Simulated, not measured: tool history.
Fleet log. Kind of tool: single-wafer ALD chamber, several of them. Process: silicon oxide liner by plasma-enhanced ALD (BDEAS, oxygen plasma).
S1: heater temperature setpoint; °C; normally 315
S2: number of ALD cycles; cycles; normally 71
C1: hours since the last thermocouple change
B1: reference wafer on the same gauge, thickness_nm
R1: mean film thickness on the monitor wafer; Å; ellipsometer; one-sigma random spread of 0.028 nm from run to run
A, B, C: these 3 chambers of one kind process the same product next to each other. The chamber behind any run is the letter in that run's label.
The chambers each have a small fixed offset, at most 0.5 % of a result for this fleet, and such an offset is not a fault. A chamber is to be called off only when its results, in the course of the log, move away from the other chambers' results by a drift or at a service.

{"run": "1C", "day": 0.208, "S1": 315, "S2": 71, "C1": 274.5, "B1": 6.8168, "R1": 64.614}
{"run": "2A", "day": 0.325, "S1": 315, "S2": 71, "C1": 772.3, "B1": 6.8257, "R1": 65.42}
{"run": "3B", "day": 0.462, "S1": 315, "S2": 71, "C1": 474.3, "B1": 6.8216, "R1": 64.757}
{"run": "4B", "day": 0.6, "S1": 315, "S2": 71, "C1": 477.6, "B1": 6.8261, "R1": 64.575}
{"run": "5C", "day": 0.762, "S1": 320, "S2": 82, "C1": 287.8, "B1": 6.8182, "R1": 74.367}
{"run": "6A", "day": 0.883, "S1": 320, "S2": 82, "C1": 785.7, "B1": 6.8196, "R1": 73.968}
{"run": "7B", "day": 1.088, "S1": 320, "S2": 82, "C1": 489.3, "B1": 6.8219, "R1": 73.973}
{"run": "8A", "day": 1.308, "S1": 315, "S2": 71, "C1": 795.9, "B1": 6.8225, "R1": 65.156}
{"run": "9C", "day": 1.5, "S1": 315, "S2": 71, "C1": 305.5, "B1": 6.8184, "R1": 64.396}
{"run": "10B", "day": 1.683, "S1": 315, "S2": 71, "C1": 503.6, "B1": 6.8283, "R1": 64.623}
{"run": "11C", "day": 1.804, "S1": 315, "S2": 71, "C1": 312.8, "B1": 6.8262, "R1": 64.712}
{"run": "12A", "day": 1.908, "S1": 315, "S2": 71, "C1": 810.3, "B1": 6.8272, "R1": 65.247}
{"run": "13B", "day": 2.071, "S1": 315, "S2": 71, "C1": 512.9, "B1": 6.8211, "R1": 64.857}
{"run": "14C", "day": 2.292, "S1": 315, "S2": 71, "C1": 324.5, "B1": 6.8277, "R1": 64.993}
{"run": "15A", "day": 2.462, "S1": 322, "S2": 64, "C1": 823.6, "B1": 6.8177, "R1": 57.921}
{"run": "16B", "day": 2.608, "S1": 322, "S2": 64, "C1": 525.8, "B1": 6.8123, "R1": 57.864}
{"run": "17C", "day": 2.762, "S1": 322, "S2": 64, "C1": 335.8, "B1": 6.819, "R1": 57.736}
{"run": "18A", "day": 2.988, "S1": 315, "S2": 71, "C1": 836.2, "B1": 6.8127, "R1": 65.36}
{"run": "19C", "day": 3.175, "S1": 315, "S2": 71, "C1": 345.7, "B1": 6.817, "R1": 65.051}
{"run": "20A", "day": 3.362, "S1": 315, "S2": 71, "C1": 845.2, "B1": 6.8162, "R1": 65.324}
{"run": "21B", "day": 3.55, "S1": 315, "S2": 71, "C1": 548.4, "B1": 6.8236, "R1": 64.625}
{"run": "22B", "day": 3.758, "S1": 315, "S2": 71, "C1": 553.4, "B1": 6.817, "R1": 65.032}
{"run": "23A", "day": 3.925, "S1": 315, "S2": 71, "C1": 858.7, "B1": 6.8247, "R1": 64.543}

For the next run the whole fleet of 3 chambers uses the same settings. Give each chamber's results:
{"run": "24A", "day": 4.088, "S1": 315, "S2": 71, "R1": "?"}
{"run": "24B", "day": 4.088, "S1": 315, "S2": 71, "R1": "?"}
{"run": "24C", "day": 4.088, "S1": 315, "S2": 71, "R1": "?"}

run=24A R1=64.792
run=24B R1=64.627
run=24C R1=64.584

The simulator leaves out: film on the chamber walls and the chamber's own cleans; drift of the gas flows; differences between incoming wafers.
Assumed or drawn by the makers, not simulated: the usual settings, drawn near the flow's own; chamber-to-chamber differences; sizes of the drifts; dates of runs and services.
